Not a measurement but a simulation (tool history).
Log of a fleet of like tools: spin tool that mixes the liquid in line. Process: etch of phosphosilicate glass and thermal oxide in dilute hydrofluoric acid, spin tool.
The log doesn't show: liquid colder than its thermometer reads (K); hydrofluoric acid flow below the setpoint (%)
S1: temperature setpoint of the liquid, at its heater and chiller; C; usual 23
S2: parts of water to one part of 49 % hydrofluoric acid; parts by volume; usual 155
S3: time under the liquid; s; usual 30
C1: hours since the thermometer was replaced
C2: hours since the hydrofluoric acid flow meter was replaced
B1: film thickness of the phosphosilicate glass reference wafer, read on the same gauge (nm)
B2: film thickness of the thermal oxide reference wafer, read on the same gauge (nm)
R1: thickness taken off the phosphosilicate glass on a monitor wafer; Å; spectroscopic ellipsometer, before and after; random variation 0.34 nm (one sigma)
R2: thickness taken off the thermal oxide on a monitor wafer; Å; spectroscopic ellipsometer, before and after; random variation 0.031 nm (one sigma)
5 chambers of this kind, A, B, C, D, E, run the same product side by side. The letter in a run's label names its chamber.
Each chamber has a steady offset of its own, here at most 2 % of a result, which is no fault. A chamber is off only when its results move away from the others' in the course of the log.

{"run": "1B", "hour": 8.8, "S1": 23, "S2": 155, "S3": 30, "C1": 753.7, "C2": 1481.6, "B1": 69.989, "B2": 80.034, "R1": 358.06, "R2": 8.7184}
{"run": "2E", "hour": 15.3, "S1": 23, "S2": 155, "S3": 30, "C1": 1236.7, "C2": 782.5, "B1": 70.002, "B2": 80.017, "R1": 353.53, "R2": 8.5616}
{"run": "3C", "hour": 20.1, "S1": 23, "S2": 155, "S3": 30, "C1": 311.9, "C2": 213.5, "B1": 69.995, "B2": 80, "R1": 348.05, "R2": 8.9516}
{"run": "4D", "hour": 26.3, "S1": 23, "S2": 155, "S3": 30, "C1": 824.3, "C2": 448.6, "B1": 69.995, "B2": 80.024, "R1": 341.66, "R2": 8.6418}
{"run": "5A", "hour": 33.6, "S1": 23, "S2": 155, "S3": 30, "C1": 407.7, "C2": 774.3, "B1": 70.001, "B2": 80.047, "R1": 346.06, "R2": 8.7501}
{"hour": 40.3, "done": "chamber A: hydrofluoric acid flow meter replaced"}
{"run": "6C", "hour": 40.5, "S1": 23, "S2": 155, "S3": 30, "C1": 332.3, "C2": 233.9, "B1": 69.992, "B2": 80.028, "R1": 348.15, "R2": 8.4237}
{"run": "7D", "hour": 49.7, "S1": 23, "S2": 155, "S3": 30, "C1": 847.7, "C2": 472, "B1": 69.985, "B2": 80.035, "R1": 345.74, "R2": 8.5983}
{"hour": 52.4, "done": "chamber E: thermometer replaced"}
{"run": "8A", "hour": 57.5, "S1": 23, "S2": 155, "S3": 30, "C1": 431.6, "C2": 17.3, "B1": 69.996, "B2": 80.01, "R1": 340.78, "R2": 9.1429}
{"run": "9B", "hour": 66.2, "S1": 23, "S2": 155, "S3": 30, "C1": 811.1, "C2": 1539, "B1": 70.022, "B2": 79.956, "R1": 353.4, "R2": 8.9515}
{"run": "10E", "hour": 70.4, "S1": 23, "S2": 185, "S3": 30, "C1": 18.1, "C2": 837.6, "B1": 70.01, "B2": 79.972, "R1": 287.17, "R2": 6.8511}
{"run": "11D", "hour": 78.7, "S1": 23, "S2": 185, "S3": 30, "C1": 876.7, "C2": 501, "B1": 69.985, "B2": 80.009, "R1": 279.31, "R2": 7.5359}
{"run": "12E", "hour": 87.3, "S1": 23, "S2": 185, "S3": 30, "C1": 35, "C2": 854.5, "B1": 70.027, "B2": 79.984, "R1": 288.48, "R2": 6.8987}
{"run": "13B", "hour": 94.9, "S1": 23, "S2": 185, "S3": 30, "C1": 839.8, "C2": 1567.7, "B1": 69.986, "B2": 80.006, "R1": 289.53, "R2": 6.8007}
{"run": "14C", "hour": 104.6, "S1": 23, "S2": 185, "S3": 30, "C1": 396.4, "C2": 298, "B1": 69.995, "B2": 80.019, "R1": 281.8, "R2": 7.0949}
{"run": "15A", "hour": 111.4, "S1": 23, "S2": 155, "S3": 30, "C1": 485.5, "C2": 71.2, "B1": 70.017, "B2": 79.99, "R1": 347.86, "R2": 8.2058}
{"run": "16A", "hour": 118.1, "S1": 23, "S2": 155, "S3": 30, "C1": 492.2, "C2": 77.9, "B1": 70.013, "B2": 79.984, "R1": 346.78, "R2": 8.8592}
{"run": "17C", "hour": 124.0, "S1": 23, "S2": 155, "S3": 30, "C1": 415.8, "C2": 317.4, "B1": 69.992, "B2": 80.014, "R1": 353.34, "R2": 9.0195}
{"run": "18E", "hour": 131.7, "S1": 23, "S2": 155, "S3": 30, "C1": 79.4, "C2": 898.9, "B1": 69.994, "B2": 79.963, "R1": 348.9, "R2": 8.5842}
{"run": "19D", "hour": 141.2, "S1": 28, "S2": 100, "S3": 30, "C1": 939.2, "C2": 563.5, "B1": 70.001, "B2": 80.008, "R1": 702.35, "R2": 17.591}
{"run": "20B", "hour": 148.5, "S1": 28, "S2": 100, "S3": 30, "C1": 893.4, "C2": 1621.3, "B1": 70.004, "B2": 79.994, "R1": 704.29, "R2": 17.597}
{"run": "21C", "hour": 154.8, "S1": 28, "S2": 100, "S3": 30, "C1": 446.6, "C2": 348.2, "B1": 69.998, "B2": 80.04, "R1": 696.55, "R2": 17.756}
{"hour": 158.9, "done": "chamber B: hydrofluoric acid flow meter replaced"}
{"run": "22E", "hour": 163.2, "S1": 28, "S2": 100, "S3": 30, "C1": 110.9, "C2": 930.4, "B1": 70.006, "B2": 79.992, "R1": 690.93, "R2": 17.852}
{"run": "23D", "hour": 168.3, "S1": 28, "S2": 100, "S3": 30, "C1": 966.3, "C2": 590.6, "B1": 70.017, "B2": 80.006, "R1": 696.31, "R2": 18.185}
{"run": "24B", "hour": 173.6, "S1": 19.5, "S2": 155, "S3": 30, "C1": 918.5, "C2": 14.7, "B1": 69.999, "B2": 80, "R1": 315.49, "R2": 8.0575}
{"run": "25A", "hour": 178.3, "S1": 19.5, "S2": 155, "S3": 30, "C1": 552.4, "C2": 138.1, "B1": 70.008, "B2": 80.008, "R1": 299.53, "R2": 7.7862}
{"run": "26C", "hour": 187.8, "S1": 19.5, "S2": 155, "S3": 30, "C1": 479.6, "C2": 381.2, "B1": 69.997, "B2": 80.015, "R1": 302.66, "R2": 7.5378}
{"run": "27A", "hour": 192.2, "S1": 19.5, "S2": 155, "S3": 30, "C1": 566.3, "C2": 152, "B1": 69.979, "B2": 80.02, "R1": 300.32, "R2": 7.473}
{"run": "28E", "hour": 201.9, "S1": 19.5, "S2": 155, "S3": 30, "C1": 149.6, "C2": 969.1, "B1": 70.024, "B2": 80.026, "R1": 302.18, "R2": 7.9215}
{"run": "29B", "hour": 209.9, "S1": 23, "S2": 155, "S3": 30, "C1": 954.8, "C2": 51, "B1": 70.002, "B2": 80.03, "R1": 350.96, "R2": 8.7326}
{"run": "30D", "hour": 218.9, "S1": 23, "S2": 155, "S3": 30, "C1": 1016.9, "C2": 641.2, "B1": 69.994, "B2": 80.039, "R1": 348.49, "R2": 9.0059}
{"run": "31C", "hour": 227.3, "S1": 23, "S2": 155, "S3": 30, "C1": 519.1, "C2": 420.7, "B1": 69.998, "B2": 79.993, "R1": 346.67, "R2": 8.1151}
{"run": "32D", "hour": 236.8, "S1": 19.5, "S2": 195, "S3": 30, "C1": 1034.8, "C2": 659.1, "B1": 70.007, "B2": 79.96, "R1": 227.57, "R2": 5.8987}
{"run": "33B", "hour": 242.0, "S1": 19.5, "S2": 195, "S3": 30, "C1": 986.9, "C2": 83.1, "B1": 70.015, "B2": 80.024, "R1": 235.48, "R2": 5.5022}
{"run": "34E", "hour": 251.2, "S1": 19.5, "S2": 195, "S3": 30, "C1": 198.9, "C2": 1018.4, "B1": 70.006, "B2": 80.011, "R1": 235.98, "R2": 5.4861}

Is one chamber off against the others, does the gauge drift, or is nothing wrong? If a chamber is off, say which, and what the likeliest cause is.

No chamber stands off beyond its own small offset, and the gauge holds steady.
